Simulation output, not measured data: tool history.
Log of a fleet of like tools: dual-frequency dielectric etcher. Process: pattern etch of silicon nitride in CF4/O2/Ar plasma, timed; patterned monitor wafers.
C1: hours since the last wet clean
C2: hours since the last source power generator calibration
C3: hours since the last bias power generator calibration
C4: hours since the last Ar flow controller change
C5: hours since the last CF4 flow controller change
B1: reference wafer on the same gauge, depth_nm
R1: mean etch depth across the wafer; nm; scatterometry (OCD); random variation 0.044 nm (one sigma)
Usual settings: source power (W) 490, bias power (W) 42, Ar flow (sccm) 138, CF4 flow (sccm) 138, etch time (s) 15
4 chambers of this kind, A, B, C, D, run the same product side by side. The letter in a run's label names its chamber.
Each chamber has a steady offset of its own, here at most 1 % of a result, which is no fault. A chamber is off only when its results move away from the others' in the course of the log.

{"run": "1C", "hour": 3.6, "source power (W)": 490, "bias power (W)": 42, "Ar flow (sccm)": 138, "CF4 flow (sccm)": 138, "etch time (s)": 15, "C1": 264.3, "C2": 205, "C3": 1747.1, "C4": 4956.6, "C5": 1333.2, "B1": 26.007, "R1": 26.212}
{"run": "2D", "hour": 9.6, "source power (W)": 490, "bias power (W)": 42, "Ar flow (sccm)": 138, "CF4 flow (sccm)": 138, "etch time (s)": 15, "C1": 106, "C2": 780.4, "C3": 4273.2, "C4": 2665.9, "C5": 1049.1, "B1": 26.008, "R1": 26.244}
{"run": "3A", "hour": 15.8, "source power (W)": 490, "bias power (W)": 42, "Ar flow (sccm)": 138, "CF4 flow (sccm)": 138, "etch time (s)": 15, "C1": 518.8, "C2": 2680.6, "C3": 2249.5, "C4": 2895.4, "C5": 313.3, "B1": 26.017, "R1": 26.571}
{"run": "4B", "hour": 21.1, "source power (W)": 490, "bias power (W)": 42, "Ar flow (sccm)": 138, "CF4 flow (sccm)": 138, "etch time (s)": 15, "C1": 277.7, "C2": 3155.7, "C3": 1081.4, "C4": 2314.6, "C5": 372.8, "B1": 26.024, "R1": 26.599}
{"run": "5A", "hour": 25.6, "source power (W)": 490, "bias power (W)": 42, "Ar flow (sccm)": 138, "CF4 flow (sccm)": 138, "etch time (s)": 15, "C1": 528.6, "C2": 2690.4, "C3": 2259.3, "C4": 2905.2, "C5": 323.1, "B1": 26.037, "R1": 26.516}
{"run": "6D", "hour": 30.1, "source power (W)": 490, "bias power (W)": 42, "Ar flow (sccm)": 138, "CF4 flow (sccm)": 138, "etch time (s)": 15, "C1": 126.5, "C2": 800.9, "C3": 4293.7, "C4": 2686.4, "C5": 1069.6, "B1": 26.026, "R1": 26.246}
{"run": "7B", "hour": 33.6, "source power (W)": 490, "bias power (W)": 42, "Ar flow (sccm)": 138, "CF4 flow (sccm)": 138, "etch time (s)": 15, "C1": 290.2, "C2": 3168.2, "C3": 1093.9, "C4": 2327.1, "C5": 385.3, "B1": 26.036, "R1": 26.548}
{"run": "8C", "hour": 38.6, "source power (W)": 490, "bias power (W)": 42, "Ar flow (sccm)": 138, "CF4 flow (sccm)": 138, "etch time (s)": 15, "C1": 299.3, "C2": 240, "C3": 1782.1, "C4": 4991.6, "C5": 1368.2, "B1": 26.037, "R1": 26.299}
{"run": "9D", "hour": 44.1, "source power (W)": 490, "bias power (W)": 42, "Ar flow (sccm)": 138, "CF4 flow (sccm)": 138, "etch time (s)": 15, "C1": 140.5, "C2": 814.9, "C3": 4307.7, "C4": 2700.4, "C5": 1083.6, "B1": 26.04, "R1": 26.33}
{"run": "10B", "hour": 50.2, "source power (W)": 490, "bias power (W)": 42, "Ar flow (sccm)": 138, "CF4 flow (sccm)": 138, "etch time (s)": 15, "C1": 306.8, "C2": 3184.8, "C3": 1110.5, "C4": 2343.7, "C5": 401.9, "B1": 26.05, "R1": 26.6}
{"run": "11C", "hour": 56.2, "source power (W)": 580, "bias power (W)": 42, "Ar flow (sccm)": 138, "CF4 flow (sccm)": 110, "etch time (s)": 15, "C1": 316.9, "C2": 257.6, "C3": 1799.7, "C4": 5009.2, "C5": 1385.8, "B1": 26.052, "R1": 29.433}
{"run": "12A", "hour": 62.5, "source power (W)": 580, "bias power (W)": 42, "Ar flow (sccm)": 138, "CF4 flow (sccm)": 110, "etch time (s)": 15, "C1": 565.5, "C2": 2727.3, "C3": 2296.2, "C4": 2942.1, "C5": 360, "B1": 26.058, "R1": 30.049}
{"run": "13D", "hour": 69.3, "source power (W)": 580, "bias power (W)": 42, "Ar flow (sccm)": 138, "CF4 flow (sccm)": 110, "etch time (s)": 15, "C1": 165.7, "C2": 840.1, "C3": 4332.9, "C4": 2725.6, "C5": 1108.8, "B1": 26.082, "R1": 29.431}
{"hour": 73.9, "done": "chamber A: source power generator calibrated"}
{"run": "14C", "hour": 75.5, "source power (W)": 580, "bias power (W)": 42, "Ar flow (sccm)": 138, "CF4 flow (sccm)": 110, "etch time (s)": 15, "C1": 336.2, "C2": 276.9, "C3": 1819, "C4": 5028.5, "C5": 1405.1, "B1": 26.078, "R1": 29.524}
{"hour": 78.4, "done": "chamber D: bias power generator calibrated"}
{"run": "15A", "hour": 81.2, "source power (W)": 490, "bias power (W)": 42, "Ar flow (sccm)": 138, "CF4 flow (sccm)": 138, "etch time (s)": 15, "C1": 584.2, "C2": 7.3, "C3": 2314.9, "C4": 2960.8, "C5": 378.7, "B1": 26.088, "R1": 26.712}
{"run": "16B", "hour": 84.2, "source power (W)": 440, "bias power (W)": 39, "Ar flow (sccm)": 138, "CF4 flow (sccm)": 138, "etch time (s)": 15, "C1": 340.8, "C2": 3218.8, "C3": 1144.5, "C4": 2377.7, "C5": 435.9, "B1": 26.101, "R1": 23.605}
{"run": "17C", "hour": 90.8, "source power (W)": 440, "bias power (W)": 39, "Ar flow (sccm)": 138, "CF4 flow (sccm)": 138, "etch time (s)": 15, "C1": 351.5, "C2": 292.2, "C3": 1834.3, "C4": 5043.8, "C5": 1420.4, "B1": 26.104, "R1": 23.402}
{"run": "18A", "hour": 96.7, "source power (W)": 440, "bias power (W)": 39, "Ar flow (sccm)": 138, "CF4 flow (sccm)": 138, "etch time (s)": 15, "C1": 599.7, "C2": 22.8, "C3": 2330.4, "C4": 2976.3, "C5": 394.2, "B1": 26.111, "R1": 23.611}
{"run": "19D", "hour": 100.9, "source power (W)": 440, "bias power (W)": 39, "Ar flow (sccm)": 138, "CF4 flow (sccm)": 138, "etch time (s)": 15, "C1": 197.3, "C2": 871.7, "C3": 22.5, "C4": 2757.2, "C5": 1140.4, "B1": 26.113, "R1": 23.333}
{"run": "20B", "hour": 107.3, "source power (W)": 490, "bias power (W)": 42, "Ar flow (sccm)": 138, "CF4 flow (sccm)": 138, "etch time (s)": 15, "C1": 363.9, "C2": 3241.9, "C3": 1167.6, "C4": 2400.8, "C5": 459, "B1": 26.116, "R1": 26.565}
{"run": "21D", "hour": 113.4, "source power (W)": 490, "bias power (W)": 42, "Ar flow (sccm)": 138, "CF4 flow (sccm)": 138, "etch time (s)": 15, "C1": 209.8, "C2": 884.2, "C3": 35, "C4": 2769.7, "C5": 1152.9, "B1": 26.109, "R1": 26.241}
{"run": "22B", "hour": 118.4, "source power (W)": 490, "bias power (W)": 42, "Ar flow (sccm)": 138, "CF4 flow (sccm)": 138, "etch time (s)": 15, "C1": 375, "C2": 3253, "C3": 1178.7, "C4": 2411.9, "C5": 470.1, "B1": 26.135, "R1": 26.602}
{"run": "23C", "hour": 121.7, "source power (W)": 490, "bias power (W)": 42, "Ar flow (sccm)": 138, "CF4 flow (sccm)": 138, "etch time (s)": 15, "C1": 382.4, "C2": 323.1, "C3": 1865.2, "C4": 5074.7, "C5": 1451.3, "B1": 26.137, "R1": 26.339}
{"run": "24A", "hour": 128.1, "source power (W)": 490, "bias power (W)": 42, "Ar flow (sccm)": 138, "CF4 flow (sccm)": 138, "etch time (s)": 15, "C1": 631.1, "C2": 54.2, "C3": 2361.8, "C4": 3007.7, "C5": 425.6, "B1": 26.133, "R1": 26.696}
{"run": "25A", "hour": 131.7, "source power (W)": 490, "bias power (W)": 42, "Ar flow (sccm)": 138, "CF4 flow (sccm)": 138, "etch time (s)": 15, "C1": 634.7, "C2": 57.8, "C3": 2365.4, "C4": 3011.3, "C5": 429.2, "B1": 26.136, "R1": 26.75}
{"run": "26B", "hour": 137.5, "source power (W)": 490, "bias power (W)": 42, "Ar flow (sccm)": 138, "CF4 flow (sccm)": 138, "etch time (s)": 15, "C1": 394.1, "C2": 3272.1, "C3": 1197.8, "C4": 2431, "C5": 489.2, "B1": 26.136, "R1": 26.663}
{"run": "27C", "hour": 142.2, "source power (W)": 490, "bias power (W)": 42, "Ar flow (sccm)": 138, "CF4 flow (sccm)": 138, "etch time (s)": 15, "C1": 402.9, "C2": 343.6, "C3": 1885.7, "C4": 5095.2, "C5": 1471.8, "B1": 26.158, "R1": 26.486}
{"run": "28D", "hour": 147.6, "source power (W)": 490, "bias power (W)": 36, "Ar flow (sccm)": 138, "CF4 flow (sccm)": 138, "etch time (s)": 12, "C1": 244, "C2": 918.4, "C3": 69.2, "C4": 2803.9, "C5": 1187.1, "B1": 26.163, "R1": 19.992}
{"hour": 150.0, "done": "chamber B: source power generator calibrated"}
{"run": "29B", "hour": 154.0, "source power (W)": 490, "bias power (W)": 36, "Ar flow (sccm)": 138, "CF4 flow (sccm)": 138, "etch time (s)": 12, "C1": 410.6, "C2": 4.1, "C3": 1214.3, "C4": 2447.5, "C5": 505.7, "B1": 26.154, "R1": 20.219}
{"run": "30A", "hour": 159.4, "source power (W)": 490, "bias power (W)": 36, "Ar flow (sccm)": 138, "CF4 flow (sccm)": 138, "etch time (s)": 12, "C1": 662.4, "C2": 85.5, "C3": 2393.1, "C4": 3039, "C5": 456.9, "B1": 26.171, "R1": 20.258}
{"run": "31D", "hour": 162.6, "source power (W)": 490, "bias power (W)": 36, "Ar flow (sccm)": 138, "CF4 flow (sccm)": 138, "etch time (s)": 12, "C1": 259, "C2": 933.4, "C3": 84.2, "C4": 2818.9, "C5": 1202.1, "B1": 26.17, "R1": 19.961}

All 4 chambers run these settings next. Forecast each chamber's results:
{"run": "32A", "hour": 167.5, "source power (W)": 490, "bias power (W)": 42, "Ar flow (sccm)": 138, "CF4 flow (sccm)": 138, "etch time (s)": 16.5, "R1": "?"}
{"run": "32B", "hour": 167.5, "source power (W)": 490, "bias power (W)": 42, "Ar flow (sccm)": 138, "CF4 flow (sccm)": 138, "etch time (s)": 16.5, "R1": "?"}
{"run": "32C", "hour": 167.5, "source power (W)": 490, "bias power (W)": 42, "Ar flow (sccm)": 138, "CF4 flow (sccm)": 138, "etch time (s)": 16.5, "R1": "?"}
{"run": "32D", "hour": 167.5, "source power (W)": 490, "bias power (W)": 42, "Ar flow (sccm)": 138, "CF4 flow (sccm)": 138, "etch time (s)": 16.5, "R1": "?"}

run=32A R1=29.471
run=32B R1=29.323
run=32C R1=29.102
run=32D R1=28.927
